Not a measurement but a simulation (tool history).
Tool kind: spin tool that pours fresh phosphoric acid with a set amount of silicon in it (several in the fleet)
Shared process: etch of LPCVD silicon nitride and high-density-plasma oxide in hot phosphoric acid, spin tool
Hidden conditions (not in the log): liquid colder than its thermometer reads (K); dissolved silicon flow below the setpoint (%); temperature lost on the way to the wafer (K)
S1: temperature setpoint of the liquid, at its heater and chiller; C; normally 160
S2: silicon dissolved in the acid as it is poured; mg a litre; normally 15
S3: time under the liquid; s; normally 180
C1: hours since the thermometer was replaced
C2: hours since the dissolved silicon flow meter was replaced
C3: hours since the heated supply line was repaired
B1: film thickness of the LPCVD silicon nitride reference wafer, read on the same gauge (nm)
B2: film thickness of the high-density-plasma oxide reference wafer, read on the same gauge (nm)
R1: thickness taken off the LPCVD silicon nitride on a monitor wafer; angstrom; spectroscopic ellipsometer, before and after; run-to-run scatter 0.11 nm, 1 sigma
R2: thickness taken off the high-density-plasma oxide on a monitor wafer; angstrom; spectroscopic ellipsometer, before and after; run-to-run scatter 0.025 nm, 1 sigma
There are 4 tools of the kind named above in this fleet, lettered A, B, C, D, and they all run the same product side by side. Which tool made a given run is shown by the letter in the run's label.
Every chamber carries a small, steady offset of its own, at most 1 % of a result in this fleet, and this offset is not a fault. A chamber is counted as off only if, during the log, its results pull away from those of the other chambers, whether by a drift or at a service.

run,hour,S1,S2,S3,C1,C2,C3,B1,B2,R1,R2
1B,13.1,160,15,180,931.4,241.7,859.2,119.99,110.02,173.360,4.1836
2A,24.6,160,15,180,469.2,560.2,27.8,120.00,109.99,171.440,4.1968
3C,31.0,160,15,180,303.9,252.1,566.5,120.00,110.00,171.560,4.7048
4D,41.9,160,15,180,499.7,224.0,362.3,120.01,109.98,169.830,4.4545
5D,51.8,160,15,180,509.6,233.9,372.2,119.99,109.99,171.140,4.3677
6A,63.8,160,15,180,508.4,599.4,67.0,120.00,110.01,171.880,4.6772
7C,76.9,160,15,180,349.8,298.0,612.4,120.02,110.01,170.370,4.3720
8B,90.1,160,15,180,1008.4,318.7,936.2,120.00,109.98,174.230,4.6246
9B,99.0,160,15,180,1017.3,327.6,945.1,120.02,110.01,172.860,4.4501
10C,107.9,160,15,180,380.8,329.0,643.4,120.00,110.00,171.000,4.4123
11D,114.6,160,15,180,572.4,296.7,435.0,120.00,110.02,170.350,4.5456
12A,124.3,160,15,180,568.9,659.9,127.5,120.00,110.00,171.610,4.4176
13A,130.5,160,15,180,575.1,666.1,133.7,120.00,109.99,169.950,4.1367
14D,139.6,160,15,180,597.4,321.7,460.0,119.99,109.99,171.080,4.6112
15B,147.7,160,15,180,1066.0,376.3,993.8,120.00,110.00,172.800,4.7057
# hour 149.2: chamber C: dissolved silicon flow meter replaced
16C,158.8,160,15,180,431.7,9.7,694.3,120.00,110.00,167.390,4.2979
17A,170.8,160,15,180,615.4,706.4,174.0,119.99,109.98,172.010,4.0372
18C,181.3,160,15,180,454.2,32.2,716.8,119.98,110.01,163.220,3.9082
19D,188.8,160,15,180,646.6,370.9,509.2,120.02,110.03,171.950,4.5480
20B,202.0,160,15,80,1120.3,430.6,1048.1,119.99,109.98,76.731,1.9284
21B,208.2,160,15,80,1126.5,436.8,1054.3,120.01,110.01,76.524,1.9908
22D,219.0,160,15,80,676.8,401.1,539.4,120.01,110.00,75.767,1.9009
23A,227.2,160,15,80,671.8,762.8,230.4,119.99,110.00,76.298,1.9334
24C,234.3,160,15,180,507.2,85.2,769.8,119.99,110.02,160.750,3.4809
25C,245.3,160,15,180,518.2,96.2,780.8,119.99,110.00,161.600,4.0577
26B,251.1,160,15,180,1169.4,479.7,1097.2,119.98,110.01,173.030,4.8103

Next, all 4 chambers run the settings below, one line each with question marks for the results. What does each chamber give?
27A,260.7,160,15,180,,,,,,?,?
27B,260.7,160,15,180,,,,,,?,?
27C,260.7,160,15,180,,,,,,?,?
27D,260.7,160,15,180,,,,,,?,?

run,R1,R2
27A,170.050,4.6342
27B,171.670,4.3322
27C,160.090,4.0665
27D,173.950,4.2338
